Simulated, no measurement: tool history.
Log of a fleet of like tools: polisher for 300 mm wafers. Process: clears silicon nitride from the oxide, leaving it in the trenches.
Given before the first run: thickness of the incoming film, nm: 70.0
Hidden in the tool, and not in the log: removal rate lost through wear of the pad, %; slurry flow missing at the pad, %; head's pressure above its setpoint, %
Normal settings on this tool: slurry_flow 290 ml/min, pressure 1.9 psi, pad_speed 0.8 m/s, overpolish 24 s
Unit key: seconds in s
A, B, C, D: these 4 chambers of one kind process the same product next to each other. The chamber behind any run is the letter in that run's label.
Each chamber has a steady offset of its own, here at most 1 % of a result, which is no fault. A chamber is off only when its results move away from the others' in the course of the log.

run	hour	slurry_flow	pressure	pad_speed	overpolish	wafers polished on this pad	hours since the slurry nozzle was cleaned	hours since the head pressure was calibrated	seconds
1C	14.4	290	1.9	0.8	24	102	105.2	587.6	119.21
2D	28.9	290	1.9	0.8	24	766	612.7	76.9	120.41
3B	40.5	290	1.9	0.8	24	1310	73.0	1136.3	119.08
# hour 42.6: chamber B: worn pad replaced by a new one
4A	53.9	290	1.9	0.8	24	446	226.9	702.5	118.21
# hour 62.5: chamber D: worn pad replaced by a new one
5D	68.3	290	1.9	0.8	24	34	652.1	116.3	118.51
6B	79.6	290	1.9	0.8	24	219	112.1	1175.4	119.60
# hour 81.6: chamber A: slurry nozzle cleaned
# hour 83.3: chamber A: worn pad replaced by a new one
7C	88.7	290	1.9	0.8	24	542	179.5	661.9	120.64
# hour 94.2: chamber B: head pressure recalibrated
8A	102.5	290	1.9	0.8	24	114	20.9	751.1	119.37
# hour 109.7: chamber C: worn pad replaced by a new one
9B	114.0	290	1.9	0.8	24	423	146.5	19.9	118.09
10C	128.9	290	1.9	0.8	24	114	219.7	702.1	116.91
11D	144.1	360	1.9	0.8	24	484	727.9	192.1	115.82
# hour 149.0: chamber B: slurry nozzle cleaned
# hour 154.6: chamber D: slurry nozzle cleaned
12A	157.8	360	1.9	0.8	24	441	76.2	806.4	116.48
13B	165.7	360	1.9	0.8	24	729	16.7	71.6	114.70
14C	178.6	360	1.9	0.8	24	408	269.4	751.8	114.56
15D	189.1	290	1.9	0.8	24	750	34.5	237.1	117.44
# hour 194.3: chamber A: worn pad replaced by a new one
16A	200.4	290	1.9	0.8	24	36	118.8	849.0	115.47
17D	214.7	290	1.9	0.8	24	902	60.1	262.7	120.00
18C	226.5	290	1.9	0.8	24	692	317.3	799.7	118.99
# hour 237.1: chamber C: worn pad replaced by a new one
19A	240.3	290	1.5	0.8	24	272	158.7	888.9	149.14
# hour 243.7: chamber C: slurry nozzle cleaned
# hour 251.4: chamber D: worn pad replaced by a new one
# hour 253.0: chamber B: worn pad replaced by a new one
20B	255.6	290	1.5	0.8	24	15	106.6	161.5	152.50
21D	266.6	290	1.5	0.8	24	90	112.0	314.6	150.14
# hour 270.7: chamber A: head pressure recalibrated
22C	276.9	290	1.5	0.8	24	235	33.3	850.1	149.10
23A	289.3	290	1.9	0.8	24	563	207.7	18.7	118.79
# hour 291.3: chamber A: worn pad replaced by a new one
24B	300.2	290	1.9	0.8	24	280	151.2	206.1	119.35
25C	314.2	290	1.9	0.8	24	456	70.6	887.4	117.30
# hour 315.8: chamber A: slurry nozzle cleaned
26B	324.2	290	1.9	0.8	24	422	175.2	230.1	119.07
27D	332.7	290	1.9	0.8	24	481	178.1	380.7	117.75
28A	341.0	290	1.9	0.8	24	294	25.2	70.4	118.47
29D	349.6	290	1.9	0.8	24	582	195.0	397.6	118.88
# hour 361.1: chamber B: slurry nozzle cleaned
# hour 362.6: chamber C: worn pad replaced by a new one
30B	364.8	290	1.9	0.8	24	663	3.8	270.7	116.92
31A	377.0	290	1.9	0.8	24	507	61.2	106.4	117.92
32C	386.7	290	1.9	0.8	24	143	143.1	959.9	116.59
# hour 393.7: chamber A: worn pad replaced by a new one
33C	401.8	290	1.9	0.8	24	232	158.2	975.0	119.72
34A	416.9	290	1.9	0.8	24	137	101.1	146.3	120.29
35B	424.9	290	1.9	0.8	24	1019	63.9	330.8	117.65
# hour 426.4: chamber D: worn pad replaced by a new one
36D	431.9	290	1.9	0.8	24	32	277.3	479.9	117.63
37C	445.6	290	1.9	0.8	24	492	202.0	1018.8	119.86
# hour 447.2: chamber B: worn pad replaced by a new one
38A	455.7	290	1.9	0.8	24	367	139.9	185.1	121.50
39D	466.7	230	1.9	0.8	17	238	312.1	514.7	119.41
40B	476.1	230	1.9	0.8	17	171	115.1	382.0	123.67
41A	488.3	230	1.9	0.8	17	560	172.5	217.7	119.45
42C	502.4	230	1.9	0.8	17	828	258.8	1075.6	122.74
43D	512.9	290	1.9	0.8	24	512	358.3	560.9	118.01
44B	526.1	290	1.9	0.8	24	467	165.1	432.0	117.15

All chambers now run identical settings, listed one chamber a line with results as question marks. What results will each chamber show?
45A	537.3	290	1.9	0.8	24				?
45B	537.3	290	1.9	0.8	24				?
45C	537.3	290	1.9	0.8	24				?
45D	537.3	290	1.9	0.8	24				?

run	seconds
45A	120.18
45B	118.34
45C	118.00
45D	118.00
